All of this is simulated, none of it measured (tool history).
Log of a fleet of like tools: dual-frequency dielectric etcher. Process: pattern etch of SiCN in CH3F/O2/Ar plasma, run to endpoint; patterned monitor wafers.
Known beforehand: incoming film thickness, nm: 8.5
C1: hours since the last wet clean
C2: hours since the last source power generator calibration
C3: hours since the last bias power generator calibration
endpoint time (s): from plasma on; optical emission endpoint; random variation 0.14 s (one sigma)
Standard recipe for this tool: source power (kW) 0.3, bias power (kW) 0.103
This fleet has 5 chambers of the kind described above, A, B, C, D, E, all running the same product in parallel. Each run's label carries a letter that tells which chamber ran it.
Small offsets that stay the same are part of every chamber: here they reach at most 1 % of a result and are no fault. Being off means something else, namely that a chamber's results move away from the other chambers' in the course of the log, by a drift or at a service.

{"run": "1D", "hour": 6.4, "source power (kW)": 0.3, "bias power (kW)": 0.103, "C1": 474.6, "C2": 2558.5, "C3": 1514.8, "endpoint time (s)": 22.123}
{"run": "2C", "hour": 12.5, "source power (kW)": 0.3, "bias power (kW)": 0.103, "C1": 395.5, "C2": 746.9, "C3": 1658.7, "endpoint time (s)": 21.738}
{"hour": 15.5, "done": "chamber A: wet clean of the chamber"}
{"run": "3B", "hour": 17.0, "source power (kW)": 0.3, "bias power (kW)": 0.103, "C1": 85.5, "C2": 2122.8, "C3": 421.4, "endpoint time (s)": 22.252}
{"run": "4E", "hour": 21.1, "source power (kW)": 0.3, "bias power (kW)": 0.103, "C1": 464, "C2": 1597.9, "C3": 2521.8, "endpoint time (s)": 22.014}
{"run": "5A", "hour": 27.4, "source power (kW)": 0.3, "bias power (kW)": 0.103, "C1": 12, "C2": 2297.1, "C3": 3041.5, "endpoint time (s)": 22.095}
{"run": "6B", "hour": 34.4, "source power (kW)": 0.3, "bias power (kW)": 0.103, "C1": 102.9, "C2": 2140.2, "C3": 438.8, "endpoint time (s)": 22.111}
{"run": "7E", "hour": 39.7, "source power (kW)": 0.3, "bias power (kW)": 0.103, "C1": 482.6, "C2": 1616.5, "C3": 2540.4, "endpoint time (s)": 22.141}
{"hour": 44.8, "done": "chamber C: wet clean of the chamber"}
{"run": "8A", "hour": 46.3, "source power (kW)": 0.3, "bias power (kW)": 0.103, "C1": 30.9, "C2": 2316, "C3": 3060.4, "endpoint time (s)": 21.998}
{"run": "9D", "hour": 52.4, "source power (kW)": 0.3, "bias power (kW)": 0.103, "C1": 520.6, "C2": 2604.5, "C3": 1560.8, "endpoint time (s)": 22.156}
{"run": "10C", "hour": 58.6, "source power (kW)": 0.3, "bias power (kW)": 0.103, "C1": 13.9, "C2": 793, "C3": 1704.8, "endpoint time (s)": 22.178}
{"run": "11B", "hour": 62.3, "source power (kW)": 0.3, "bias power (kW)": 0.103, "C1": 130.8, "C2": 2168.1, "C3": 466.7, "endpoint time (s)": 22.112}
{"run": "12D", "hour": 66.0, "source power (kW)": 0.3, "bias power (kW)": 0.103, "C1": 534.2, "C2": 2618.1, "C3": 1574.4, "endpoint time (s)": 22.224}
{"run": "13C", "hour": 69.9, "source power (kW)": 0.3, "bias power (kW)": 0.103, "C1": 25.2, "C2": 804.3, "C3": 1716.1, "endpoint time (s)": 22.286}
{"run": "14A", "hour": 76.2, "source power (kW)": 0.3, "bias power (kW)": 0.103, "C1": 60.8, "C2": 2345.9, "C3": 3090.3, "endpoint time (s)": 21.806}
{"run": "15E", "hour": 81.9, "source power (kW)": 0.25, "bias power (kW)": 0.113, "C1": 524.8, "C2": 1658.7, "C3": 2582.6, "endpoint time (s)": 22.417}
{"run": "16C", "hour": 86.7, "source power (kW)": 0.25, "bias power (kW)": 0.113, "C1": 42, "C2": 821.1, "C3": 1732.9, "endpoint time (s)": 22.891}
{"run": "17B", "hour": 92.6, "source power (kW)": 0.25, "bias power (kW)": 0.113, "C1": 161.1, "C2": 2198.4, "C3": 497, "endpoint time (s)": 22.951}
{"hour": 96.2, "done": "chamber D: wet clean of the chamber"}
{"run": "18A", "hour": 99.7, "source power (kW)": 0.25, "bias power (kW)": 0.113, "C1": 84.3, "C2": 2369.4, "C3": 3113.8, "endpoint time (s)": 22.677}
{"run": "19D", "hour": 105.1, "source power (kW)": 0.25, "bias power (kW)": 0.113, "C1": 8.9, "C2": 2657.2, "C3": 1613.5, "endpoint time (s)": 23.632}
{"run": "20E", "hour": 111.3, "source power (kW)": 0.3, "bias power (kW)": 0.103, "C1": 554.2, "C2": 1688.1, "C3": 2612, "endpoint time (s)": 22.068}
{"run": "21D", "hour": 118.0, "source power (kW)": 0.24, "bias power (kW)": 0.085, "C1": 21.8, "C2": 2670.1, "C3": 1626.4, "endpoint time (s)": 26.939}
{"run": "22B", "hour": 124.6, "source power (kW)": 0.24, "bias power (kW)": 0.085, "C1": 193.1, "C2": 2230.4, "C3": 529, "endpoint time (s)": 25.927}
{"run": "23C", "hour": 130.0, "source power (kW)": 0.24, "bias power (kW)": 0.085, "C1": 85.3, "C2": 864.4, "C3": 1776.2, "endpoint time (s)": 25.744}
{"run": "24E", "hour": 133.4, "source power (kW)": 0.24, "bias power (kW)": 0.085, "C1": 576.3, "C2": 1710.2, "C3": 2634.1, "endpoint time (s)": 25.506}
{"run": "25A", "hour": 137.3, "source power (kW)": 0.24, "bias power (kW)": 0.085, "C1": 121.9, "C2": 2407, "C3": 3151.4, "endpoint time (s)": 25.739}
{"run": "26E", "hour": 142.4, "source power (kW)": 0.3, "bias power (kW)": 0.103, "C1": 585.3, "C2": 1719.2, "C3": 2643.1, "endpoint time (s)": 21.943}
{"run": "27B", "hour": 146.7, "source power (kW)": 0.3, "bias power (kW)": 0.103, "C1": 215.2, "C2": 2252.5, "C3": 551.1, "endpoint time (s)": 22.15}
{"run": "28A", "hour": 151.2, "source power (kW)": 0.3, "bias power (kW)": 0.103, "C1": 135.8, "C2": 2420.9, "C3": 3165.3, "endpoint time (s)": 22.105}
{"run": "29D", "hour": 155.8, "source power (kW)": 0.3, "bias power (kW)": 0.103, "C1": 59.6, "C2": 2707.9, "C3": 1664.2, "endpoint time (s)": 22.936}
{"run": "30C", "hour": 162.7, "source power (kW)": 0.3, "bias power (kW)": 0.103, "C1": 118, "C2": 897.1, "C3": 1808.9, "endpoint time (s)": 22.022}
{"run": "31C", "hour": 167.4, "source power (kW)": 0.3, "bias power (kW)": 0.103, "C1": 122.7, "C2": 901.8, "C3": 1813.6, "endpoint time (s)": 22.142}
{"run": "32E", "hour": 170.7, "source power (kW)": 0.3, "bias power (kW)": 0.103, "C1": 613.6, "C2": 1747.5, "C3": 2671.4, "endpoint time (s)": 21.725}
{"run": "33B", "hour": 174.4, "source power (kW)": 0.3, "bias power (kW)": 0.103, "C1": 242.9, "C2": 2280.2, "C3": 578.8, "endpoint time (s)": 21.968}

Does one chamber stand apart from the rest, does the shared gauge drift, or is all well apart from small per-chamber offsets? Give the chamber and the most likely cause, where there is one.

Chamber D came out of a service off from its peers and stayed that way.
What lies behind it: etch rate under this chamber's usual, % = 3.73.

Chamber D could run next with any of the 4 candidate recipes listed below; each alters the usual settings, and their results appear as question marks. Which one brings its results back in line with what the other chambers deliver on the usual settings?
Maximum distance from the other chambers' mean on the usual settings for a result to count as in line: endpoint time (s) 0.49
{"run": "34D-1", "hour": 179.6, "source power (kW)": 0.28, "bias power (kW)": 0.097, "endpoint time (s)": "?"}
{"run": "34D-2", "hour": 179.6, "source power (kW)": 0.24, "bias power (kW)": 0.103, "endpoint time (s)": "?"}
{"run": "34D-3", "hour": 179.6, "source power (kW)": 0.33, "bias power (kW)": 0.103, "endpoint time (s)": "?"}
{"run": "34D-4", "hour": 179.6, "source power (kW)": 0.33, "bias power (kW)": 0.114, "endpoint time (s)": "?"}

What the other chambers average on the usual settings: endpoint time (s) 22.039
run=34D-1 endpoint_time_(s)=24.223
run=34D-2 endpoint_time_(s)=25.053
run=34D-3 endpoint_time_(s)=22.264
run=34D-4 endpoint_time_(s)=21.397
34D-3 brings the chamber back in line.

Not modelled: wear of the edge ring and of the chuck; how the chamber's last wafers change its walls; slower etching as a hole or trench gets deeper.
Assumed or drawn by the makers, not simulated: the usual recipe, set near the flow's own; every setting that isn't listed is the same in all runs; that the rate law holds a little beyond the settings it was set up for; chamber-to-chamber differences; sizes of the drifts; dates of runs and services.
